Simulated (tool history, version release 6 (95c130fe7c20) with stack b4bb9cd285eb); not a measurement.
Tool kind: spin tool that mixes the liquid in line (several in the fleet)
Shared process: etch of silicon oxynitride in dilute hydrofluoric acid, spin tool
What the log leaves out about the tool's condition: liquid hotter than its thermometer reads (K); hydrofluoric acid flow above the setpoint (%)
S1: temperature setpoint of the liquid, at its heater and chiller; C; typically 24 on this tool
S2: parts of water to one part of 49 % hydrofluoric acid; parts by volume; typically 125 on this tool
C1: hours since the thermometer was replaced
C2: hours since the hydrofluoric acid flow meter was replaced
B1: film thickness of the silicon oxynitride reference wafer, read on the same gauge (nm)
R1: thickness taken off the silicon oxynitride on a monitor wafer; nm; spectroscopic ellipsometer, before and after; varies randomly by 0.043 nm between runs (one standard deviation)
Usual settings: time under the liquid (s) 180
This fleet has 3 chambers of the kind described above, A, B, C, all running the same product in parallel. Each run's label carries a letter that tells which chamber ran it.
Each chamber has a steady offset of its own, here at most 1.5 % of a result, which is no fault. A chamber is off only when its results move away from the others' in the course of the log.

Run 1C, day 0.496: usual settings; C1 934.2; C2 106.5; B1 130.02. Result: R1 6.633 nm.
Run 2A, day 0.792: usual settings; C1 936.8; C2 633.2; B1 130.02. Result: R1 6.7319 nm.
Run 3B, day 1.138: usual settings; C1 376.4; C2 492; B1 130.03. Result: R1 6.7613 nm.
Run 4C, day 1.804: usual settings; C1 965.6; C2 137.9; B1 130.01. Result: R1 6.6523 nm.
Run 5A, day 2.188: usual settings; C1 970.3; C2 666.7; B1 130.01. Result: R1 6.7764 nm.
Run 6B, day 2.5: usual settings; C1 409.1; C2 524.7; B1 130.01. Result: R1 6.8696 nm.
Run 7A, day 2.971: usual settings; C1 989.1; C2 685.5; B1 130.01. Result: R1 6.7001 nm.
Run 8C, day 3.296: usual settings but S2 65 parts by volume, time under the liquid (s) 120; C1 1001.4; C2 173.7; B1 129.99. Result: R1 9.0413 nm.
Run 9B, day 3.592: usual settings but S2 65 parts by volume, time under the liquid (s) 120; C1 435.3; C2 550.9; B1 129.99. Result: R1 9.309 nm.
Run 10B, day 3.933: usual settings but S2 65 parts by volume, time under the liquid (s) 120; C1 443.5; C2 559.1; B1 130.01. Result: R1 9.2591 nm.
Run 11C, day 4.542: usual settings; C1 1031.3; C2 203.6; B1 129.99. Result: R1 6.7127 nm.
Run 12A, day 5.133: usual settings; C1 1041; C2 737.4; B1 129.99. Result: R1 6.7856 nm.
Run 13C, day 5.642: usual settings; C1 1057.7; C2 230; B1 129.98. Result: R1 6.6602 nm.
Run 14A, day 6.167: usual settings; C1 1065.8; C2 762.2; B1 130. Result: R1 6.7442 nm.
Run 15B, day 6.754: usual settings; C1 511.2; C2 626.8; B1 130.01. Result: R1 6.8582 nm.
Run 16B, day 7.05: usual settings; C1 518.3; C2 633.9; B1 130. Result: R1 6.889 nm.
Run 17A, day 7.508: usual settings; C1 1098; C2 794.4; B1 130.02. Result: R1 6.8012 nm.
Run 18C, day 8.083: usual settings; C1 1116.3; C2 288.6; B1 129.99. Result: R1 6.7009 nm.
Run 19B, day 8.479: usual settings; C1 552.6; C2 668.2; B1 129.97. Result: R1 6.8199 nm.
Run 20A, day 8.858: usual settings; C1 1130.4; C2 826.8; B1 129.99. Result: R1 6.8686 nm.
At day 9.029: chamber C: thermometer replaced.
Run 21C, day 9.408: usual settings; C1 9.2; C2 320.4; B1 130. Result: R1 6.6846 nm.
Run 22B, day 9.917: usual settings but S1 20.5 C; C1 587.1; C2 702.7; B1 129.98. Result: R1 5.8273 nm.
Run 23C, day 10.308: usual settings but S1 20.5 C; C1 30.8; C2 342; B1 130.02. Result: R1 5.6358 nm.
Run 24A, day 10.712: usual settings but S1 20.5 C; C1 1174.9; C2 871.3; B1 130.02. Result: R1 5.852 nm.
Run 25B, day 11.117: usual settings; C1 615.9; C2 731.5; B1 130.02. Result: R1 6.8398 nm.
Run 26A, day 11.558: usual settings; C1 1195.2; C2 891.6; B1 129.99. Result: R1 6.9021 nm.
Run 27C, day 11.946: usual settings; C1 70.1; C2 381.3; B1 130.01. Result: R1 6.6111 nm.
Run 28C, day 12.346: usual settings; C1 79.7; C2 390.9; B1 130.01. Result: R1 6.6261 nm.
Run 29B, day 12.862: usual settings; C1 657.8; C2 773.4; B1 129.99. Result: R1 6.8644 nm.
Run 30A, day 13.233: usual settings; C1 1235.4; C2 931.8; B1 130.02. Result: R1 6.9854 nm.
Run 31A, day 13.704: usual settings; C1 1246.7; C2 943.1; B1 130. Result: R1 7.0407 nm.
Run 32B, day 14.196: usual settings; C1 689.8; C2 805.4; B1 130.01. Result: R1 6.81 nm.
Run 33C, day 14.842: usual settings; C1 139.6; C2 450.8; B1 130.02. Result: R1 6.6498 nm.
Run 34C, day 15.212: usual settings but time under the liquid (s) 265; C1 148.5; C2 459.7; B1 129.97. Result: R1 9.8707 nm.
Run 35B, day 15.792: usual settings but time under the liquid (s) 265; C1 728.1; C2 843.7; B1 130.03. Result: R1 10.136 nm.
Run 36A, day 16.154: usual settings but time under the liquid (s) 265; C1 1305.5; C2 1001.9; B1 129.97. Result: R1 10.384 nm.
Run 37A, day 16.758: usual settings; C1 1320; C2 1016.4; B1 130.02. Result: R1 7.0913 nm.
Run 38B, day 17.175: usual settings; C1 761.3; C2 876.9; B1 129.99. Result: R1 6.7953 nm.
Run 39C, day 17.621: usual settings; C1 206.3; C2 517.5; B1 130.01. Result: R1 6.691 nm.
Run 40B, day 17.988: usual settings; C1 780.8; C2 896.4; B1 129.96. Result: R1 6.8273 nm.
Run 41C, day 18.633: usual settings; C1 230.6; C2 541.8; B1 130.01. Result: R1 6.6425 nm.

Is one chamber off against the others, does the gauge drift, or is nothing wrong? If a chamber is off, say which, and what the likeliest cause is.

One chamber, A, drifts off from the rest bit by bit.
What lies behind it: liquid hotter than its thermometer reads (K) = 1.23.
With only this log, it may be confused with: hydrofluoric acid flow above the setpoint (%).

Here are 4 candidates for chamber A's next run, each the usual settings with a change, their results left as question marks. Which one brings its results back in line with what the others give on the usual settings?
Allowed miss from the other chambers' usual-settings mean, per result, to count as in line: R1 0.15 nm
Run 42A-1, day 19.125: usual settings but S1 24.5 C. Result: R1 ?.
Run 42A-2, day 19.125: usual settings but time under the liquid (s) 190. Result: R1 ?.
Run 42A-3, day 19.125: usual settings but S1 23.5 C. Result: R1 ?.
Run 42A-4, day 19.125: usual settings but time under the liquid (s) 170. Result: R1 ?.

Other chambers, usual settings, mean: R1 6.7544 nm
  run      R1
42A-1  7.2981
42A-2  7.5253
42A-3  6.9666
42A-4  6.7331
42A-4 brings the chamber back in line.

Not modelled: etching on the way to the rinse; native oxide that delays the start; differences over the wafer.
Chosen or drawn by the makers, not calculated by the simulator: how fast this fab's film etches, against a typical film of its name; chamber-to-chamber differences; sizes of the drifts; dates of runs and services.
